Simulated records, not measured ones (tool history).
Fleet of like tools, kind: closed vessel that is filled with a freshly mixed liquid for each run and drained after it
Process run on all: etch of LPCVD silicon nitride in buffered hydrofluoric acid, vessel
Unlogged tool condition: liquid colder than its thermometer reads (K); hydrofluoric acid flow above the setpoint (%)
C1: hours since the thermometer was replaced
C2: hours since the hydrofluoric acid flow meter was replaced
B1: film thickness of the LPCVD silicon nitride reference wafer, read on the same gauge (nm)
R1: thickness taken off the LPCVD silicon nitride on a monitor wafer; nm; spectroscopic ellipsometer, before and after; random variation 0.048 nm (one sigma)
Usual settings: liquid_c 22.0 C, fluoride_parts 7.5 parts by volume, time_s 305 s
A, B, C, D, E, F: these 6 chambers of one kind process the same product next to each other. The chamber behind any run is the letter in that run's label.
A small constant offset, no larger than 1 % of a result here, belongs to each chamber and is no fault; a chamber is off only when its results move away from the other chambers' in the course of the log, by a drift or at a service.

{"run": "1D", "day": 0.2, "liquid_c": 22.0, "fluoride_parts": 7.5, "time_s": 305, "C1": 434.4, "C2": 1212.9, "B1": 90.019, "R1": 4.9279}
{"run": "2E", "day": 0.383, "liquid_c": 22.0, "fluoride_parts": 7.5, "time_s": 305, "C1": 1087.7, "C2": 302.8, "B1": 89.997, "R1": 5.0262}
{"run": "3F", "day": 0.604, "liquid_c": 22.0, "fluoride_parts": 7.5, "time_s": 305, "C1": 611.9, "C2": 977.8, "B1": 90.016, "R1": 4.9928}
{"run": "4A", "day": 0.808, "liquid_c": 22.0, "fluoride_parts": 7.5, "time_s": 305, "C1": 837.3, "C2": 876.2, "B1": 90.003, "R1": 4.9503}
{"run": "5C", "day": 0.983, "liquid_c": 22.0, "fluoride_parts": 7.5, "time_s": 305, "C1": 552.5, "C2": 1481.8, "B1": 90.033, "R1": 5.0217}
{"run": "6B", "day": 1.154, "liquid_c": 22.0, "fluoride_parts": 7.5, "time_s": 305, "C1": 82.2, "C2": 721.7, "B1": 90.003, "R1": 5.0133}
{"run": "7D", "day": 1.279, "liquid_c": 22.0, "fluoride_parts": 7.5, "time_s": 305, "C1": 460.3, "C2": 1238.8, "B1": 89.997, "R1": 4.972}
{"run": "8F", "day": 1.404, "liquid_c": 22.0, "fluoride_parts": 10.0, "time_s": 305, "C1": 631.1, "C2": 997.0, "B1": 89.987, "R1": 3.8258}
{"run": "9A", "day": 1.529, "liquid_c": 22.0, "fluoride_parts": 10.0, "time_s": 305, "C1": 854.6, "C2": 893.5, "B1": 90.0, "R1": 3.8115}
{"run": "10B", "day": 1.767, "liquid_c": 22.0, "fluoride_parts": 10.0, "time_s": 305, "C1": 96.9, "C2": 736.4, "B1": 90.012, "R1": 3.9099}
{"run": "11C", "day": 1.9, "liquid_c": 22.0, "fluoride_parts": 10.0, "time_s": 305, "C1": 574.5, "C2": 1503.8, "B1": 89.992, "R1": 3.8504}
{"run": "12E", "day": 2.008, "liquid_c": 22.0, "fluoride_parts": 10.0, "time_s": 305, "C1": 1126.7, "C2": 341.8, "B1": 90.039, "R1": 3.7703}
{"run": "13F", "day": 2.25, "liquid_c": 22.0, "fluoride_parts": 10.0, "time_s": 305, "C1": 651.4, "C2": 1017.3, "B1": 89.984, "R1": 3.8501}
{"run": "14E", "day": 2.367, "liquid_c": 22.0, "fluoride_parts": 7.5, "time_s": 305, "C1": 1135.3, "C2": 350.4, "B1": 90.027, "R1": 4.8469}
{"run": "15B", "day": 2.571, "liquid_c": 22.0, "fluoride_parts": 7.5, "time_s": 305, "C1": 116.2, "C2": 755.7, "B1": 90.006, "R1": 5.0504}
{"run": "16A", "day": 2.696, "liquid_c": 22.0, "fluoride_parts": 7.5, "time_s": 305, "C1": 882.6, "C2": 921.5, "B1": 90.007, "R1": 5.074}
{"run": "17C", "day": 2.858, "liquid_c": 22.0, "fluoride_parts": 7.5, "time_s": 305, "C1": 597.5, "C2": 1526.8, "B1": 89.988, "R1": 5.051}
{"run": "18D", "day": 3.017, "liquid_c": 22.0, "fluoride_parts": 7.5, "time_s": 305, "C1": 502.0, "C2": 1280.5, "B1": 90.012, "R1": 5.0272}
{"run": "19F", "day": 3.125, "liquid_c": 22.0, "fluoride_parts": 7.5, "time_s": 305, "C1": 672.4, "C2": 1038.3, "B1": 89.98, "R1": 4.9729}
{"run": "20D", "day": 3.346, "liquid_c": 22.0, "fluoride_parts": 7.5, "time_s": 305, "C1": 509.9, "C2": 1288.4, "B1": 89.996, "R1": 4.969}
{"run": "21E", "day": 3.458, "liquid_c": 22.0, "fluoride_parts": 7.5, "time_s": 305, "C1": 1161.5, "C2": 376.6, "B1": 89.995, "R1": 4.8908}
{"run": "22A", "day": 3.571, "liquid_c": 22.0, "fluoride_parts": 7.5, "time_s": 305, "C1": 903.6, "C2": 942.5, "B1": 90.008, "R1": 4.9681}
{"run": "23C", "day": 3.771, "liquid_c": 22.0, "fluoride_parts": 7.5, "time_s": 305, "C1": 619.4, "C2": 1548.7, "B1": 90.001, "R1": 5.1548}
{"run": "24B", "day": 3.962, "liquid_c": 22.0, "fluoride_parts": 7.5, "time_s": 305, "C1": 149.6, "C2": 789.1, "B1": 90.014, "R1": 5.1434}
{"run": "25F", "day": 4.125, "liquid_c": 24.0, "fluoride_parts": 5.0, "time_s": 305, "C1": 696.4, "C2": 1062.3, "B1": 89.988, "R1": 7.9943}
{"run": "26B", "day": 4.254, "liquid_c": 24.0, "fluoride_parts": 5.0, "time_s": 305, "C1": 156.6, "C2": 796.1, "B1": 90.001, "R1": 8.0655}
{"run": "27C", "day": 4.388, "liquid_c": 24.0, "fluoride_parts": 5.0, "time_s": 305, "C1": 634.2, "C2": 1563.5, "B1": 89.991, "R1": 8.1022}
{"run": "28D", "day": 4.629, "liquid_c": 24.0, "fluoride_parts": 5.0, "time_s": 305, "C1": 540.7, "C2": 1319.2, "B1": 90.001, "R1": 8.119}
{"run": "29A", "day": 4.767, "liquid_c": 24.0, "fluoride_parts": 5.0, "time_s": 305, "C1": 932.3, "C2": 971.2, "B1": 90.013, "R1": 8.0029}
{"run": "30E", "day": 4.954, "liquid_c": 24.0, "fluoride_parts": 5.0, "time_s": 305, "C1": 1197.4, "C2": 412.5, "B1": 89.984, "R1": 7.8038}
{"run": "31F", "day": 5.2, "liquid_c": 22.0, "fluoride_parts": 7.5, "time_s": 305, "C1": 722.2, "C2": 1088.1, "B1": 90.006, "R1": 4.9303}
{"run": "32D", "day": 5.362, "liquid_c": 22.0, "fluoride_parts": 7.5, "time_s": 305, "C1": 558.3, "C2": 1336.8, "B1": 90.002, "R1": 4.961}
{"run": "33A", "day": 5.579, "liquid_c": 22.0, "fluoride_parts": 7.5, "time_s": 465, "C1": 951.8, "C2": 990.7, "B1": 89.995, "R1": 7.7009}
{"run": "34C", "day": 5.779, "liquid_c": 22.0, "fluoride_parts": 7.5, "time_s": 465, "C1": 667.6, "C2": 1596.9, "B1": 89.974, "R1": 7.6652}
{"run": "35B", "day": 5.933, "liquid_c": 22.0, "fluoride_parts": 7.5, "time_s": 465, "C1": 196.9, "C2": 836.4, "B1": 90.004, "R1": 8.2046}
{"run": "36E", "day": 6.171, "liquid_c": 22.0, "fluoride_parts": 7.5, "time_s": 465, "C1": 1226.6, "C2": 441.7, "B1": 90.006, "R1": 7.4811}
{"run": "37F", "day": 6.371, "liquid_c": 22.0, "fluoride_parts": 7.5, "time_s": 465, "C1": 750.3, "C2": 1116.2, "B1": 89.993, "R1": 7.5757}
{"run": "38D", "day": 6.579, "liquid_c": 22.0, "fluoride_parts": 7.5, "time_s": 465, "C1": 587.5, "C2": 1366.0, "B1": 90.019, "R1": 7.5653}
{"run": "39A", "day": 6.729, "liquid_c": 20.5, "fluoride_parts": 5.0, "time_s": 305, "C1": 979.4, "C2": 1018.3, "B1": 89.996, "R1": 6.5787}
{"run": "40E", "day": 6.888, "liquid_c": 20.5, "fluoride_parts": 5.0, "time_s": 305, "C1": 1243.8, "C2": 458.9, "B1": 89.987, "R1": 6.5233}
{"run": "41B", "day": 7.075, "liquid_c": 20.5, "fluoride_parts": 5.0, "time_s": 305, "C1": 224.3, "C2": 863.8, "B1": 89.988, "R1": 7.1071}
{"run": "42C", "day": 7.279, "liquid_c": 20.5, "fluoride_parts": 5.0, "time_s": 305, "C1": 703.6, "C2": 1632.9, "B1": 90.001, "R1": 6.6617}

All 6 chambers run these settings next. Forecast each chamber's results:
{"run": "43A", "day": 7.454, "liquid_c": 22.0, "fluoride_parts": 7.5, "time_s": 420, "R1": "?"}
{"run": "43B", "day": 7.454, "liquid_c": 22.0, "fluoride_parts": 7.5, "time_s": 420, "R1": "?"}
{"run": "43C", "day": 7.454, "liquid_c": 22.0, "fluoride_parts": 7.5, "time_s": 420, "R1": "?"}
{"run": "43D", "day": 7.454, "liquid_c": 22.0, "fluoride_parts": 7.5, "time_s": 420, "R1": "?"}
{"run": "43E", "day": 7.454, "liquid_c": 22.0, "fluoride_parts": 7.5, "time_s": 420, "R1": "?"}
{"run": "43F", "day": 7.454, "liquid_c": 22.0, "fluoride_parts": 7.5, "time_s": 420, "R1": "?"}

run=43A R1=7.0473
run=43B R1=7.5118
run=43C R1=6.9806
run=43D R1=6.8769
run=43E R1=6.7635
run=43F R1=6.7800
